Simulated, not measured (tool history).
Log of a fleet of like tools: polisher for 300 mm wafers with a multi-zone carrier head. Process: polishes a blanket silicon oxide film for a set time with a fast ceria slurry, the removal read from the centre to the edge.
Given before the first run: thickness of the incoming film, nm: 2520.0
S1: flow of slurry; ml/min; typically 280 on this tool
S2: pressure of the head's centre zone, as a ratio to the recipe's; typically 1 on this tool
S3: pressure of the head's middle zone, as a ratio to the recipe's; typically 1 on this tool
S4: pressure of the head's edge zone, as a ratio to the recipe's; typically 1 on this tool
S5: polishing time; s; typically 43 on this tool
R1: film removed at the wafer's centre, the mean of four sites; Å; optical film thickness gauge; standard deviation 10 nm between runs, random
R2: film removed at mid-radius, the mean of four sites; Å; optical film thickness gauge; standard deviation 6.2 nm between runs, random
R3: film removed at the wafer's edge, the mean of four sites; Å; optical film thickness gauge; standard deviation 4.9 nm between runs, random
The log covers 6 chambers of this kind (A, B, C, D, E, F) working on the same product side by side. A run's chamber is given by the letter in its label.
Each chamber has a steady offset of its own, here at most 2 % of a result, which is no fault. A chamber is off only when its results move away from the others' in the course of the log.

run	hour	S1	S2	S3	S4	S5	R1	R2	R3
1D	4.5	280	1	1	1	43	7869.3	7944.5	7895.6
# hour 6.8: chamber C: worn pad replaced by a new one
2B	9.4	280	1	1	1	43	8025.3	7828.5	7746
# hour 11.8: chamber B: worn pad replaced by a new one
3F	12.6	280	1	1	1	43	7842.8	7656.2	7753.2
4E	15.4	280	1	1	1	43	7967.6	7827.1	7864.2
5A	19.5	235	1	0.89	1	43	7552.4	6967.6	7836.4
6C	22.8	235	1	0.89	1	43	7486.8	6941.8	7799.1
7A	26	235	1	0.89	1	43	7379	7043.9	7813.9
# hour 27.9: chamber B: edge zone pressure recalibrated
8D	30.4	235	1	0.89	1	43	7665.6	6897.6	7749.7
9F	33.8	235	1	0.89	1	43	7516.9	6928.2	7630.4
# hour 36.6: chamber A: worn pad replaced by a new one
10E	37.7	235	1	0.89	1	43	7637.9	7004.8	7757.2
11B	43	280	1	1	1	43	7942.8	7928.4	7864.9
12C	47.1	280	1	1	1	43	7786.4	7892.6	7840.6
# hour 49.4: chamber C: slurry nozzle cleaned
# hour 50.1: chamber C: worn pad replaced by a new one
13B	51.8	280	1	1	1	43	7959.4	7943.3	7944.4
# hour 56.3: chamber A: slurry nozzle cleaned
14A	57.7	280	1	1	1	43	7816.7	7964.6	7925.3
# hour 58.4: chamber D: worn pad replaced by a new one
15E	60.3	280	1	1	1	43	7899.2	7742.1	7804.7
16C	62.9	280	1	1	1	43	7905.2	7919.6	7824.6
17F	65.8	280	1	1	1	43	7776.2	7666.2	7855.1
18D	68.8	280	1	1	1	43	7829.8	7894	7806.2
# hour 70.4: chamber D: edge zone pressure recalibrated
19F	72.6	280	1	1	1	43	7472.6	7874.1	7740.9
# hour 76: chamber E: worn pad replaced by a new one
20B	76.1	280	1	1	1	43	7826.2	7988.7	7844.7
21A	79.9	280	1	1	1	43	7642.6	8009.8	8003.5
22E	82.9	280	1	1	1	43	7918.6	7774.8	7831.5
# hour 83.7: chamber F: worn pad replaced by a new one
23C	85.8	280	1	1	1	43	7884.9	7918.9	7847.2
24D	88.9	250	1	1	1	43	7675.7	7948.2	7733.4
# hour 89.6: chamber F: slurry nozzle cleaned
25C	91.9	250	1	1	1	43	7813.9	7780.2	7786.1
26F	97.6	250	1	1	1	43	7372.3	7620.1	7794.3
27E	102.3	250	1	1	1	43	7774.8	7738.6	7737.1
# hour 105.8: chamber C: worn pad replaced by a new one
28D	106.7	250	1	1	1	43	7698.1	7849	7793.6
29A	110.4	250	1	1	1	43	7587.8	7897.5	7878.3
30B	113	280	1	1	1	43	7910.8	8036.6	7804.1
# hour 114.1: chamber A: worn pad replaced by a new one
31A	117.9	280	1	1	1	43	7789.6	7997	8022.2
32C	122.3	280	1	1	1	43	7940.1	7968.1	7832.1
# hour 122.6: chamber D: slurry nozzle cleaned
33D	127.3	280	1	1	1	43	7819.8	7852.1	7791
34E	132.5	280	1.09	1	1	43	8702.5	7881	7893.8
# hour 133.5: chamber B: worn pad replaced by a new one
# hour 135.3: chamber E: centre zone pressure recalibrated
35B	135.8	280	1.09	1	1	43	8546.3	7931.6	7929.3
36F	139	280	1.09	1	1	43	7969	7837.5	7794.9
# hour 142.3: chamber D: worn pad replaced by a new one
37B	144.7	280	1.09	1	1	43	8581.7	7909.2	7824.5
38D	150.5	280	1.09	1	1	43	8551.8	7844.1	7854
39C	154.4	280	1.09	1	1	43	8788.2	7850.4	7926
40A	158.5	280	1	1	1	43	7747.4	7927.2	7973.1
41E	161.3	280	1	1	1	43	7958.9	7861.2	7947.3

The same settings go to every chamber for the next run, one line per chamber below. Forecast the results for each:
42A	165.5	280	0.93	1	1	43	?	?	?
42B	165.5	280	0.93	1	1	43	?	?	?
42C	165.5	280	0.93	1	1	43	?	?	?
42D	165.5	280	0.93	1	1	43	?	?	?
42E	165.5	280	0.93	1	1	43	?	?	?
42F	165.5	280	0.93	1	1	43	?	?	?

run	R1	R2	R3
42A	7158.9	7942.9	8038.3
42B	7188.6	7974	7916.5
42C	7187.9	7895.9	7865.7
42D	7107.6	7956.5	7858.1
42E	7411.8	7804.6	7857.5
42F	6509.6	7730.7	7787.9

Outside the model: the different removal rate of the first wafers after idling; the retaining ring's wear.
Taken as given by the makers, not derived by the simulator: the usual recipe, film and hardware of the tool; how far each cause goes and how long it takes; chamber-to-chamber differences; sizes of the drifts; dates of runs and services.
